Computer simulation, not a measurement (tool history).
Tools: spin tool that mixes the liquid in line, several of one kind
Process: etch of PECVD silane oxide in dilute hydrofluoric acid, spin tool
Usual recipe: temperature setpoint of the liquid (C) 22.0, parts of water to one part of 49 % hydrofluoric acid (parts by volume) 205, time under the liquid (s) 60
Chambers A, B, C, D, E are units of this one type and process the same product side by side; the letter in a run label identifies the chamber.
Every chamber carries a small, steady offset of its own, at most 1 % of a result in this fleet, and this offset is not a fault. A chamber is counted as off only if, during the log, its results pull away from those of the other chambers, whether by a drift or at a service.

run   hour  temperature setpoint of the liquid (C)  parts of water to one part of 49 % hydrofluoric acid (parts by volume)  time under the liquid (s)  read-back film thickness of the PECVD silane oxide reference wafer, read on the same gauge (nm)  thickness taken off the PECVD silane oxide on a monitor wafer (Å)
 1A    9.9                                    22.0                                                                     205                         60                                                                                           50.005                                                             63.793
      11.6  -- chamber D: hydrofluoric acid flow meter replaced
 2B   15.5                                    22.0                                                                     205                         60                                                                                           50.030                                                             63.759
 3C   25.5                                    22.0                                                                     205                         60                                                                                           50.018                                                             64.273
 4E   35.9                                    22.0                                                                     205                         60                                                                                           49.998                                                             64.792
 5D   45.5                                    22.0                                                                     205                         60                                                                                           50.001                                                             63.515
 6E   51.3                                    22.0                                                                     205                         60                                                                                           49.989                                                             64.701
 7A   56.6                                    22.0                                                                     205                         60                                                                                           50.016                                                             63.624
 8B   65.3                                    22.0                                                                     205                         60                                                                                           49.995                                                             63.403
 9D   71.8                                    22.0                                                                     205                         60                                                                                           49.982                                                             63.941
10C   77.7                                    22.0                                                                     205                         60                                                                                           49.987                                                             63.749
11C   85.1                                    22.0                                                                     205                         60                                                                                           49.986                                                             63.533
12D   92.3                                    22.0                                                                     205                         60                                                                                           49.993                                                             63.721
13E  101.4                                    22.0                                                                     205                         80                                                                                           50.010                                                             85.704
14A  111.5                                    22.0                                                                     205                         80                                                                                           49.996                                                             85.230
15B  117.1                                    22.0                                                                     205                         80                                                                                           50.038                                                             83.771
16D  123.5                                    22.0                                                                     205                         80                                                                                           49.979                                                             84.306
17C  129.1                                    22.0                                                                     205                         80                                                                                           50.004                                                             85.854
18B  137.8                                    22.0                                                                     205                         60                                                                                           49.982                                                             63.468
19E  142.4                                    22.0                                                                     205                         60                                                                                           50.005                                                             64.643
20A  149.5                                    22.0                                                                     205                         60                                                                                           50.010                                                             64.084
21B  154.2                                    22.0                                                                     205                         60                                                                                           49.974                                                             63.573
22E  163.9                                    18.0                                                                     205                         35                                                                                           49.985                                                             32.323
23A  172.0                                    18.0                                                                     205                         35                                                                                           49.997                                                             32.890
24D  180.8                                    18.0                                                                     205                         35                                                                                           50.010                                                             31.626
25C  186.3                                    18.0                                                                     205                         35                                                                                           50.005                                                             32.048
26E  196.3                                    18.0                                                                     205                         35                                                                                           50.001                                                             32.239
27C  204.4                                    22.0                                                                     205                         60                                                                                           50.004                                                             63.830
28A  209.3                                    22.0                                                                     205                         60                                                                                           50.009                                                             65.672
29D  214.2                                    25.0                                                                     205                         60                                                                                           49.982                                                             71.841
30B  222.2                                    25.0                                                                     205                         60                                                                                           49.996                                                             70.539
31B  229.2                                    25.0                                                                     205                         60                                                                                           49.992                                                             70.055
32A  235.6                                    25.0                                                                     205                         60                                                                                           49.990                                                             73.146
33D  241.5                                    25.0                                                                     205                         60                                                                                           50.007                                                             71.877
34C  247.0                                    26.5                                                                     205                         60                                                                                           50.004                                                             75.327
35E  254.6                                    26.5                                                                     205                         60                                                                                           49.998                                                             75.737
36C  263.4                                    26.5                                                                     205                         60                                                                                           50.014                                                             75.158
37D  268.0                                    26.5                                                                     205                         60                                                                                           49.973                                                             75.730

Is one chamber off against the others, does the gauge drift, or is nothing wrong? If a chamber is off, say which, and what the likeliest cause is.

One chamber, A, drifts off from the rest bit by bit.
Cause: liquid hotter than its thermometer reads (K) = 1.33.
The log may not tell that from: hydrofluoric acid flow above the setpoint (%).

Below are 4 candidate recipes for chamber A's next run, each the usual settings with a change, their results shown as question marks. Which of them brings A's results back in line with what the other chambers give on the usual settings?
Counts as in line when no further than this from what the other chambers average on the usual settings: thickness taken off the PECVD silane oxide on a monitor wafer (Å) 1.300
38A-1  275.5                                    20.5                                                                     205                         60                                                                                                                                                                   ?
38A-2  275.5                                    23.5                                                                     205                         60                                                                                                                                                                   ?
38A-3  275.5                                    22.0                                                                     220                         60                                                                                                                                                                   ?
38A-4  275.5                                    22.0                                                                     190                         60                                                                                                                                                                   ?

Other chambers, usual settings, mean: thickness taken off the PECVD silane oxide on a monitor wafer (Å) 63.892
  run  thickness taken off the PECVD silane oxide on a monitor wafer (Å)
38A-1                                                             63.430
38A-2                                                             70.825
38A-3                                                             61.514
38A-4                                                             73.487
38A-1 is the one that brings the chamber's results back in line with the other chambers.

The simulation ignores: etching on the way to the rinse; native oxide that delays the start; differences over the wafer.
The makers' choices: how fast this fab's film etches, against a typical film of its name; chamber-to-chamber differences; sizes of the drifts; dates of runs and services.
